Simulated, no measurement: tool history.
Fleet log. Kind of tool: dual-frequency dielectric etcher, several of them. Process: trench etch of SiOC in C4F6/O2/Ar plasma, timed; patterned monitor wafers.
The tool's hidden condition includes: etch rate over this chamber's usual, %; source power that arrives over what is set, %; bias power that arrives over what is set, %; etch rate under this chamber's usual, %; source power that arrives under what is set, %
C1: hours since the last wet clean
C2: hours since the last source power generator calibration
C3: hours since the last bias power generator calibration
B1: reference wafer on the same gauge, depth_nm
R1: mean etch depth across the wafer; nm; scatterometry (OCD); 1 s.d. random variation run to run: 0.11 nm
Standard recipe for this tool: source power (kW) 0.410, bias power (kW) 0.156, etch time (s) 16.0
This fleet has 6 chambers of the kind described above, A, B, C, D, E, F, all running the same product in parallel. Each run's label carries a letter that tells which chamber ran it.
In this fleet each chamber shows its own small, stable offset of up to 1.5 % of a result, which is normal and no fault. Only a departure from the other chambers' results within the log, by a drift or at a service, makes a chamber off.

{"hour": 7.4, "done": "chamber E: wet clean of the chamber"}
{"run": "1F", "hour": 8.6, "source power (kW)": 0.41, "bias power (kW)": 0.156, "etch time (s)": 16.0, "C1": 153.9, "C2": 3392.1, "C3": 230.1, "B1": 26.312, "R1": 32.246}
{"run": "2B", "hour": 19.0, "source power (kW)": 0.41, "bias power (kW)": 0.156, "etch time (s)": 16.0, "C1": 80.6, "C2": 193.3, "C3": 2107.5, "B1": 26.26, "R1": 32.21}
{"run": "3D", "hour": 26.9, "source power (kW)": 0.41, "bias power (kW)": 0.156, "etch time (s)": 16.0, "C1": 294.8, "C2": 3628.1, "C3": 668.1, "B1": 26.305, "R1": 32.161}
{"run": "4A", "hour": 38.7, "source power (kW)": 0.41, "bias power (kW)": 0.156, "etch time (s)": 16.0, "C1": 132.3, "C2": 1005.6, "C3": 2647.3, "B1": 26.314, "R1": 32.525}
{"run": "5C", "hour": 46.5, "source power (kW)": 0.32, "bias power (kW)": 0.156, "etch time (s)": 16.0, "C1": 457.8, "C2": 519.3, "C3": 1451.5, "B1": 26.294, "R1": 28.985}
{"run": "6E", "hour": 57.9, "source power (kW)": 0.32, "bias power (kW)": 0.156, "etch time (s)": 16.0, "C1": 50.5, "C2": 449.3, "C3": 2751.9, "B1": 26.279, "R1": 29.157}
{"run": "7C", "hour": 65.1, "source power (kW)": 0.32, "bias power (kW)": 0.156, "etch time (s)": 16.0, "C1": 476.4, "C2": 537.9, "C3": 1470.1, "B1": 26.298, "R1": 29.14}
{"run": "8F", "hour": 79.1, "source power (kW)": 0.32, "bias power (kW)": 0.156, "etch time (s)": 16.0, "C1": 224.4, "C2": 3462.6, "C3": 300.6, "B1": 26.302, "R1": 29.074}
{"run": "9D", "hour": 92.3, "source power (kW)": 0.32, "bias power (kW)": 0.156, "etch time (s)": 16.0, "C1": 360.2, "C2": 3693.5, "C3": 733.5, "B1": 26.307, "R1": 29.201}
{"run": "10A", "hour": 108.2, "source power (kW)": 0.32, "bias power (kW)": 0.156, "etch time (s)": 16.0, "C1": 201.8, "C2": 1075.1, "C3": 2716.8, "B1": 26.316, "R1": 29.332}
{"run": "11E", "hour": 117.8, "source power (kW)": 0.41, "bias power (kW)": 0.14, "etch time (s)": 16.0, "C1": 110.4, "C2": 509.2, "C3": 2811.8, "B1": 26.296, "R1": 31.158}
{"run": "12B", "hour": 127.7, "source power (kW)": 0.41, "bias power (kW)": 0.14, "etch time (s)": 16.0, "C1": 189.3, "C2": 302.0, "C3": 2216.2, "B1": 26.306, "R1": 31.243}
{"run": "13B", "hour": 139.8, "source power (kW)": 0.41, "bias power (kW)": 0.14, "etch time (s)": 16.0, "C1": 201.4, "C2": 314.1, "C3": 2228.3, "B1": 26.286, "R1": 31.211}
{"run": "14F", "hour": 152.1, "source power (kW)": 0.41, "bias power (kW)": 0.14, "etch time (s)": 16.0, "C1": 297.4, "C2": 3535.6, "C3": 373.6, "B1": 26.287, "R1": 31.061}
{"run": "15C", "hour": 168.5, "source power (kW)": 0.41, "bias power (kW)": 0.14, "etch time (s)": 16.0, "C1": 579.8, "C2": 641.3, "C3": 1573.5, "B1": 26.314, "R1": 30.997}
{"run": "16D", "hour": 177.8, "source power (kW)": 0.41, "bias power (kW)": 0.14, "etch time (s)": 16.0, "C1": 445.7, "C2": 3779.0, "C3": 819.0, "B1": 26.3, "R1": 31.174}
{"hour": 178.4, "done": "chamber F: wet clean of the chamber"}
{"run": "17A", "hour": 189.2, "source power (kW)": 0.41, "bias power (kW)": 0.156, "etch time (s)": 16.0, "C1": 282.8, "C2": 1156.1, "C3": 2797.8, "B1": 26.298, "R1": 32.462}
{"hour": 194.9, "done": "chamber C: wet clean of the chamber"}
{"run": "18E", "hour": 204.9, "source power (kW)": 0.45, "bias power (kW)": 0.156, "etch time (s)": 14.5, "C1": 197.5, "C2": 596.3, "C3": 2898.9, "B1": 26.264, "R1": 30.43}
{"run": "19C", "hour": 213.4, "source power (kW)": 0.45, "bias power (kW)": 0.156, "etch time (s)": 14.5, "C1": 18.5, "C2": 686.2, "C3": 1618.4, "B1": 26.281, "R1": 30.166}
{"run": "20D", "hour": 222.4, "source power (kW)": 0.45, "bias power (kW)": 0.156, "etch time (s)": 14.5, "C1": 490.3, "C2": 3823.6, "C3": 863.6, "B1": 26.307, "R1": 30.184}
{"run": "21A", "hour": 235.3, "source power (kW)": 0.45, "bias power (kW)": 0.156, "etch time (s)": 14.5, "C1": 328.9, "C2": 1202.2, "C3": 2843.9, "B1": 26.294, "R1": 30.478}
{"hour": 238.9, "done": "chamber E: bias power generator calibrated"}
{"run": "22B", "hour": 251.3, "source power (kW)": 0.45, "bias power (kW)": 0.156, "etch time (s)": 14.5, "C1": 312.9, "C2": 425.6, "C3": 2339.8, "B1": 26.3, "R1": 30.282}
{"run": "23E", "hour": 260.2, "source power (kW)": 0.45, "bias power (kW)": 0.156, "etch time (s)": 14.5, "C1": 252.8, "C2": 651.6, "C3": 21.4, "B1": 26.292, "R1": 30.429}
{"run": "24F", "hour": 271.3, "source power (kW)": 0.41, "bias power (kW)": 0.156, "etch time (s)": 16.0, "C1": 92.9, "C2": 3654.8, "C3": 492.8, "B1": 26.301, "R1": 33.521}
{"run": "25C", "hour": 284.4, "source power (kW)": 0.49, "bias power (kW)": 0.156, "etch time (s)": 16.0, "C1": 89.5, "C2": 757.2, "C3": 1689.4, "B1": 26.284, "R1": 34.429}
{"run": "26B", "hour": 298.0, "source power (kW)": 0.49, "bias power (kW)": 0.156, "etch time (s)": 16.0, "C1": 359.6, "C2": 472.3, "C3": 2386.5, "B1": 26.319, "R1": 34.671}
{"run": "27A", "hour": 311.9, "source power (kW)": 0.49, "bias power (kW)": 0.156, "etch time (s)": 16.0, "C1": 405.5, "C2": 1278.8, "C3": 2920.5, "B1": 26.309, "R1": 35.029}
{"run": "28F", "hour": 320.4, "source power (kW)": 0.49, "bias power (kW)": 0.156, "etch time (s)": 16.0, "C1": 142.0, "C2": 3703.9, "C3": 541.9, "B1": 26.301, "R1": 35.863}
{"run": "29D", "hour": 332.9, "source power (kW)": 0.49, "bias power (kW)": 0.156, "etch time (s)": 16.0, "C1": 600.8, "C2": 3934.1, "C3": 974.1, "B1": 26.288, "R1": 34.583}
{"run": "30E", "hour": 344.6, "source power (kW)": 0.49, "bias power (kW)": 0.156, "etch time (s)": 16.0, "C1": 337.2, "C2": 736.0, "C3": 105.8, "B1": 26.295, "R1": 34.433}
{"run": "31A", "hour": 353.8, "source power (kW)": 0.41, "bias power (kW)": 0.156, "etch time (s)": 16.0, "C1": 447.4, "C2": 1320.7, "C3": 2962.4, "B1": 26.287, "R1": 32.55}
{"run": "32E", "hour": 366.1, "source power (kW)": 0.41, "bias power (kW)": 0.156, "etch time (s)": 16.0, "C1": 358.7, "C2": 757.5, "C3": 127.3, "B1": 26.305, "R1": 32.267}
{"run": "33D", "hour": 375.8, "source power (kW)": 0.41, "bias power (kW)": 0.156, "etch time (s)": 16.0, "C1": 643.7, "C2": 3977.0, "C3": 1017.0, "B1": 26.314, "R1": 32.054}
{"run": "34F", "hour": 388.7, "source power (kW)": 0.41, "bias power (kW)": 0.156, "etch time (s)": 16.0, "C1": 210.3, "C2": 3772.2, "C3": 610.2, "B1": 26.299, "R1": 33.368}
{"run": "35C", "hour": 398.4, "source power (kW)": 0.41, "bias power (kW)": 0.156, "etch time (s)": 16.0, "C1": 203.5, "C2": 871.2, "C3": 1803.4, "B1": 26.3, "R1": 31.961}
{"run": "36B", "hour": 411.5, "source power (kW)": 0.41, "bias power (kW)": 0.156, "etch time (s)": 12.5, "C1": 473.1, "C2": 585.8, "C3": 2500.0, "B1": 26.274, "R1": 25.221}

The same settings go to every chamber for the next run, one line per chamber below. Forecast the results for each:
{"run": "37A", "hour": 423.2, "source power (kW)": 0.41, "bias power (kW)": 0.156, "etch time (s)": 16.0, "R1": "?"}
{"run": "37B", "hour": 423.2, "source power (kW)": 0.41, "bias power (kW)": 0.156, "etch time (s)": 16.0, "R1": "?"}
{"run": "37C", "hour": 423.2, "source power (kW)": 0.41, "bias power (kW)": 0.156, "etch time (s)": 16.0, "R1": "?"}
{"run": "37D", "hour": 423.2, "source power (kW)": 0.41, "bias power (kW)": 0.156, "etch time (s)": 16.0, "R1": "?"}
{"run": "37E", "hour": 423.2, "source power (kW)": 0.41, "bias power (kW)": 0.156, "etch time (s)": 16.0, "R1": "?"}
{"run": "37F", "hour": 423.2, "source power (kW)": 0.41, "bias power (kW)": 0.156, "etch time (s)": 16.0, "R1": "?"}

run=37A R1=32.608
run=37B R1=32.191
run=37C R1=31.997
run=37D R1=32.073
run=37E R1=32.163
run=37F R1=33.536
